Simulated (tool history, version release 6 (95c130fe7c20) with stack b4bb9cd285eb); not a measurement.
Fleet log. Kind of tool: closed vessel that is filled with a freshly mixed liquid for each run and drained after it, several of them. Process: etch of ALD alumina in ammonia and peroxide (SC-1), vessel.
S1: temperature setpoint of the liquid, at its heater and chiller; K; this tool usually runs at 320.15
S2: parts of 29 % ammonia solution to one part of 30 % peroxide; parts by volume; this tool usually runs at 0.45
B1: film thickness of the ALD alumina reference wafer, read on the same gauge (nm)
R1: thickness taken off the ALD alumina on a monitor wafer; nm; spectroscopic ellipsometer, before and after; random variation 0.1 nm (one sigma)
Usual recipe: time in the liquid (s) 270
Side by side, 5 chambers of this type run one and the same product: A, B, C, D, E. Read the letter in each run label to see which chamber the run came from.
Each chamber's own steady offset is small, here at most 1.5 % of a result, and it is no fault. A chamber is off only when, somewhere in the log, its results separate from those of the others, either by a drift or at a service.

{"run": "1C", "hour": 4.4, "S1": 320.15, "S2": 0.45, "time in the liquid (s)": 270, "B1": 99.991, "R1": 13.461}
{"run": "2D", "hour": 6.7, "S1": 320.15, "S2": 0.45, "time in the liquid (s)": 270, "B1": 99.991, "R1": 13.467}
{"run": "3A", "hour": 10.1, "S1": 320.15, "S2": 0.45, "time in the liquid (s)": 270, "B1": 100.01, "R1": 13.416}
{"run": "4B", "hour": 15.0, "S1": 320.15, "S2": 0.45, "time in the liquid (s)": 270, "B1": 100.01, "R1": 13.149}
{"run": "5E", "hour": 19.5, "S1": 320.15, "S2": 0.45, "time in the liquid (s)": 270, "B1": 100.0, "R1": 13.402}
{"run": "6A", "hour": 23.7, "S1": 320.15, "S2": 0.45, "time in the liquid (s)": 270, "B1": 99.97, "R1": 13.353}
{"run": "7E", "hour": 28.5, "S1": 320.15, "S2": 0.45, "time in the liquid (s)": 270, "B1": 100.0, "R1": 13.702}
{"hour": 29.8, "done": "chamber E: new drum of ammonia solution connected"}
{"run": "8C", "hour": 32.6, "S1": 327.15, "S2": 0.55, "time in the liquid (s)": 270, "B1": 100.01, "R1": 19.956}
{"run": "9D", "hour": 35.2, "S1": 327.15, "S2": 0.55, "time in the liquid (s)": 270, "B1": 99.987, "R1": 19.893}
{"hour": 37.8, "done": "chamber A: new drum of ammonia solution connected"}
{"run": "10B", "hour": 39.8, "S1": 327.15, "S2": 0.55, "time in the liquid (s)": 270, "B1": 100.01, "R1": 19.797}
{"run": "11B", "hour": 43.0, "S1": 327.15, "S2": 0.55, "time in the liquid (s)": 270, "B1": 100.02, "R1": 20.06}
{"run": "12A", "hour": 46.4, "S1": 327.15, "S2": 0.55, "time in the liquid (s)": 270, "B1": 100.02, "R1": 20.06}
{"run": "13C", "hour": 50.0, "S1": 320.15, "S2": 0.45, "time in the liquid (s)": 270, "B1": 99.991, "R1": 13.562}
{"run": "14D", "hour": 53.0, "S1": 315.15, "S2": 0.45, "time in the liquid (s)": 390, "B1": 99.995, "R1": 14.555}
{"run": "15E", "hour": 55.6, "S1": 315.15, "S2": 0.45, "time in the liquid (s)": 390, "B1": 100.0, "R1": 14.71}
{"run": "16A", "hour": 60.2, "S1": 315.15, "S2": 0.45, "time in the liquid (s)": 390, "B1": 100.02, "R1": 14.603}
{"run": "17E", "hour": 63.1, "S1": 315.15, "S2": 0.45, "time in the liquid (s)": 390, "B1": 99.973, "R1": 14.866}
{"run": "18C", "hour": 67.1, "S1": 315.15, "S2": 0.45, "time in the liquid (s)": 390, "B1": 100.03, "R1": 14.679}
{"run": "19B", "hour": 69.7, "S1": 320.15, "S2": 0.45, "time in the liquid (s)": 270, "B1": 100.02, "R1": 13.28}
{"run": "20D", "hour": 74.0, "S1": 320.15, "S2": 0.45, "time in the liquid (s)": 270, "B1": 99.981, "R1": 13.523}
{"run": "21E", "hour": 78.8, "S1": 320.15, "S2": 0.45, "time in the liquid (s)": 270, "B1": 100.01, "R1": 13.424}
{"run": "22D", "hour": 81.4, "S1": 320.15, "S2": 0.45, "time in the liquid (s)": 270, "B1": 100.04, "R1": 13.226}
{"run": "23C", "hour": 85.1, "S1": 320.15, "S2": 0.45, "time in the liquid (s)": 270, "B1": 100.03, "R1": 13.297}
{"run": "24B", "hour": 90.1, "S1": 320.15, "S2": 0.45, "time in the liquid (s)": 270, "B1": 99.999, "R1": 13.176}
{"run": "25A", "hour": 94.7, "S1": 320.15, "S2": 0.45, "time in the liquid (s)": 270, "B1": 100.01, "R1": 13.383}
{"run": "26A", "hour": 99.8, "S1": 320.15, "S2": 0.45, "time in the liquid (s)": 270, "B1": 100.03, "R1": 13.378}
{"run": "27E", "hour": 103.2, "S1": 320.15, "S2": 0.45, "time in the liquid (s)": 270, "B1": 99.975, "R1": 13.31}
{"run": "28B", "hour": 107.0, "S1": 320.15, "S2": 0.45, "time in the liquid (s)": 270, "B1": 99.964, "R1": 13.344}
{"run": "29C", "hour": 111.0, "S1": 320.15, "S2": 0.45, "time in the liquid (s)": 160, "B1": 99.994, "R1": 7.8588}
{"run": "30D", "hour": 115.4, "S1": 320.15, "S2": 0.45, "time in the liquid (s)": 160, "B1": 99.995, "R1": 7.9197}
{"run": "31A", "hour": 118.8, "S1": 320.15, "S2": 0.45, "time in the liquid (s)": 160, "B1": 100.03, "R1": 7.8056}
{"run": "32B", "hour": 123.3, "S1": 320.15, "S2": 0.45, "time in the liquid (s)": 160, "B1": 99.979, "R1": 7.7825}
{"run": "33C", "hour": 125.7, "S1": 320.15, "S2": 0.45, "time in the liquid (s)": 160, "B1": 100.02, "R1": 7.9853}
{"run": "34D", "hour": 128.6, "S1": 329.15, "S2": 0.45, "time in the liquid (s)": 270, "B1": 100.01, "R1": 21.732}

Next, all 5 chambers run the settings below, one line each with question marks for the results. What does each chamber give?
{"run": "35A", "hour": 132.2, "S1": 320.15, "S2": 0.45, "time in the liquid (s)": 420, "R1": "?"}
{"run": "35B", "hour": 132.2, "S1": 320.15, "S2": 0.45, "time in the liquid (s)": 420, "R1": "?"}
{"run": "35C", "hour": 132.2, "S1": 320.15, "S2": 0.45, "time in the liquid (s)": 420, "R1": "?"}
{"run": "35D", "hour": 132.2, "S1": 320.15, "S2": 0.45, "time in the liquid (s)": 420, "R1": "?"}
{"run": "35E", "hour": 132.2, "S1": 320.15, "S2": 0.45, "time in the liquid (s)": 420, "R1": "?"}

run=35A R1=20.6010
run=35B R1=20.6080
run=35C R1=21.0300
run=35D R1=21.1180
run=35E R1=20.8830

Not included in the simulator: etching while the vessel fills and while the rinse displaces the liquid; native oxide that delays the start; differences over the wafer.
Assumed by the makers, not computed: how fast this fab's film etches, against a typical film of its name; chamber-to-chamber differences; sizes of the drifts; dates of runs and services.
